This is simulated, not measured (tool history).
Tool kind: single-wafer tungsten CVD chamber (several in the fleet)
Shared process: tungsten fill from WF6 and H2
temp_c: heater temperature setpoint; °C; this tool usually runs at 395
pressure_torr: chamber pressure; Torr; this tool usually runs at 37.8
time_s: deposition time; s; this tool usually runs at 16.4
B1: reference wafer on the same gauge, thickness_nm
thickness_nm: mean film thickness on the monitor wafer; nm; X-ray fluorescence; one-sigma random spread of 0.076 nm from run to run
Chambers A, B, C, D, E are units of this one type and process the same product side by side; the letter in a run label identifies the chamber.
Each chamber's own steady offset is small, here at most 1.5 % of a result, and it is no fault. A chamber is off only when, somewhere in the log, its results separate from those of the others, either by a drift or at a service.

{"run": "1B", "hour": 11.4, "temp_c": 395, "pressure_torr": 37.8, "time_s": 16.4, "B1": 50.91, "thickness_nm": 47.813}
{"run": "2C", "hour": 26.0, "temp_c": 395, "pressure_torr": 37.8, "time_s": 16.4, "B1": 50.939, "thickness_nm": 48.277}
{"run": "3A", "hour": 37.2, "temp_c": 395, "pressure_torr": 37.8, "time_s": 16.4, "B1": 50.913, "thickness_nm": 48.754}
{"run": "4E", "hour": 44.0, "temp_c": 395, "pressure_torr": 37.8, "time_s": 16.4, "B1": 50.925, "thickness_nm": 48.388}
{"hour": 46.0, "done": "chamber E: capacitance manometer re-zeroed and calibrated"}
{"run": "5D", "hour": 50.7, "temp_c": 395, "pressure_torr": 37.8, "time_s": 16.4, "B1": 50.944, "thickness_nm": 48.229}
{"run": "6C", "hour": 65.4, "temp_c": 395, "pressure_torr": 37.8, "time_s": 16.4, "B1": 50.913, "thickness_nm": 48.238}
{"run": "7A", "hour": 75.4, "temp_c": 384, "pressure_torr": 46.8, "time_s": 16.4, "B1": 50.939, "thickness_nm": 43.566}
{"run": "8B", "hour": 85.3, "temp_c": 384, "pressure_torr": 46.8, "time_s": 16.4, "B1": 50.955, "thickness_nm": 42.896}
{"run": "9D", "hour": 93.5, "temp_c": 384, "pressure_torr": 46.8, "time_s": 16.4, "B1": 50.968, "thickness_nm": 42.856}
{"run": "10E", "hour": 105.7, "temp_c": 384, "pressure_torr": 46.8, "time_s": 16.4, "B1": 50.966, "thickness_nm": 43.085}
{"run": "11E", "hour": 119.3, "temp_c": 384, "pressure_torr": 46.8, "time_s": 16.4, "B1": 50.957, "thickness_nm": 43.198}
{"run": "12B", "hour": 127.4, "temp_c": 395, "pressure_torr": 37.8, "time_s": 16.4, "B1": 50.989, "thickness_nm": 47.973}
{"run": "13D", "hour": 138.6, "temp_c": 395, "pressure_torr": 37.8, "time_s": 16.4, "B1": 51.021, "thickness_nm": 48.26}
{"run": "14A", "hour": 150.5, "temp_c": 395, "pressure_torr": 37.8, "time_s": 16.4, "B1": 50.995, "thickness_nm": 48.957}
{"run": "15C", "hour": 163.9, "temp_c": 395, "pressure_torr": 37.8, "time_s": 16.4, "B1": 50.992, "thickness_nm": 48.291}
{"run": "16E", "hour": 172.0, "temp_c": 395, "pressure_torr": 37.8, "time_s": 16.4, "B1": 51.006, "thickness_nm": 48.563}
{"run": "17B", "hour": 179.6, "temp_c": 395, "pressure_torr": 37.8, "time_s": 16.4, "B1": 51.023, "thickness_nm": 48.014}
{"run": "18C", "hour": 189.6, "temp_c": 395, "pressure_torr": 37.8, "time_s": 16.4, "B1": 51.022, "thickness_nm": 48.389}
{"run": "19A", "hour": 200.8, "temp_c": 395, "pressure_torr": 37.8, "time_s": 16.4, "B1": 51.051, "thickness_nm": 48.961}
{"run": "20D", "hour": 211.5, "temp_c": 395, "pressure_torr": 37.8, "time_s": 16.4, "B1": 51.028, "thickness_nm": 48.38}
{"run": "21A", "hour": 220.3, "temp_c": 395, "pressure_torr": 37.8, "time_s": 16.4, "B1": 51.054, "thickness_nm": 48.987}
{"run": "22C", "hour": 227.6, "temp_c": 395, "pressure_torr": 37.8, "time_s": 16.4, "B1": 51.067, "thickness_nm": 48.315}
{"run": "23D", "hour": 236.0, "temp_c": 395, "pressure_torr": 37.8, "time_s": 16.4, "B1": 51.073, "thickness_nm": 48.239}
{"run": "24B", "hour": 243.6, "temp_c": 395, "pressure_torr": 37.8, "time_s": 16.4, "B1": 51.071, "thickness_nm": 48.156}
{"hour": 254.5, "done": "chamber E: thermocouple changed; heater temperature recalibrated"}
{"run": "25E", "hour": 258.0, "temp_c": 395, "pressure_torr": 37.8, "time_s": 16.4, "B1": 51.049, "thickness_nm": 48.454}
{"run": "26E", "hour": 269.2, "temp_c": 395, "pressure_torr": 37.8, "time_s": 16.4, "B1": 51.084, "thickness_nm": 48.541}
{"run": "27A", "hour": 276.8, "temp_c": 395, "pressure_torr": 37.8, "time_s": 16.4, "B1": 51.101, "thickness_nm": 49.038}
{"run": "28B", "hour": 287.3, "temp_c": 395, "pressure_torr": 37.8, "time_s": 16.4, "B1": 51.1, "thickness_nm": 48.072}
{"run": "29D", "hour": 301.7, "temp_c": 395, "pressure_torr": 37.8, "time_s": 16.4, "B1": 51.109, "thickness_nm": 48.26}
{"run": "30C", "hour": 314.0, "temp_c": 395, "pressure_torr": 37.8, "time_s": 16.4, "B1": 51.125, "thickness_nm": 48.418}
{"run": "31B", "hour": 328.0, "temp_c": 395, "pressure_torr": 37.8, "time_s": 16.4, "B1": 51.148, "thickness_nm": 48.272}
{"run": "32E", "hour": 337.7, "temp_c": 395, "pressure_torr": 37.8, "time_s": 16.4, "B1": 51.144, "thickness_nm": 48.445}
{"run": "33A", "hour": 350.0, "temp_c": 395, "pressure_torr": 37.8, "time_s": 16.4, "B1": 51.138, "thickness_nm": 49.037}
{"run": "34D", "hour": 361.9, "temp_c": 395, "pressure_torr": 37.8, "time_s": 16.4, "B1": 51.145, "thickness_nm": 48.457}
{"run": "35C", "hour": 375.9, "temp_c": 395, "pressure_torr": 37.8, "time_s": 16.4, "B1": 51.165, "thickness_nm": 48.403}
{"run": "36A", "hour": 389.2, "temp_c": 395, "pressure_torr": 37.8, "time_s": 16.4, "B1": 51.163, "thickness_nm": 49.069}
{"run": "37D", "hour": 404.5, "temp_c": 395, "pressure_torr": 30.4, "time_s": 14, "B1": 51.175, "thickness_nm": 37.143}
{"run": "38E", "hour": 414.3, "temp_c": 395, "pressure_torr": 30.4, "time_s": 14, "B1": 51.188, "thickness_nm": 37.388}
{"run": "39B", "hour": 425.4, "temp_c": 395, "pressure_torr": 30.4, "time_s": 14, "B1": 51.203, "thickness_nm": 37.161}
{"run": "40C", "hour": 432.5, "temp_c": 395, "pressure_torr": 30.4, "time_s": 14, "B1": 51.196, "thickness_nm": 37.451}
{"run": "41E", "hour": 442.8, "temp_c": 395, "pressure_torr": 30.4, "time_s": 14, "B1": 51.199, "thickness_nm": 37.35}
{"run": "42C", "hour": 457.4, "temp_c": 395, "pressure_torr": 30.7, "time_s": 16.4, "B1": 51.238, "thickness_nm": 44.123}

Which is it: a chamber that has drifted or been left off by a service, a gauge drift common to all chambers, or only each chamber's usual small offset? If a chamber is off, name it and its likeliest cause.

Every chamber seems to shift together because the gauge that measures them all drifts; the chambers themselves are fine.
What lies behind it: gauge reads high (%) = 0.647.
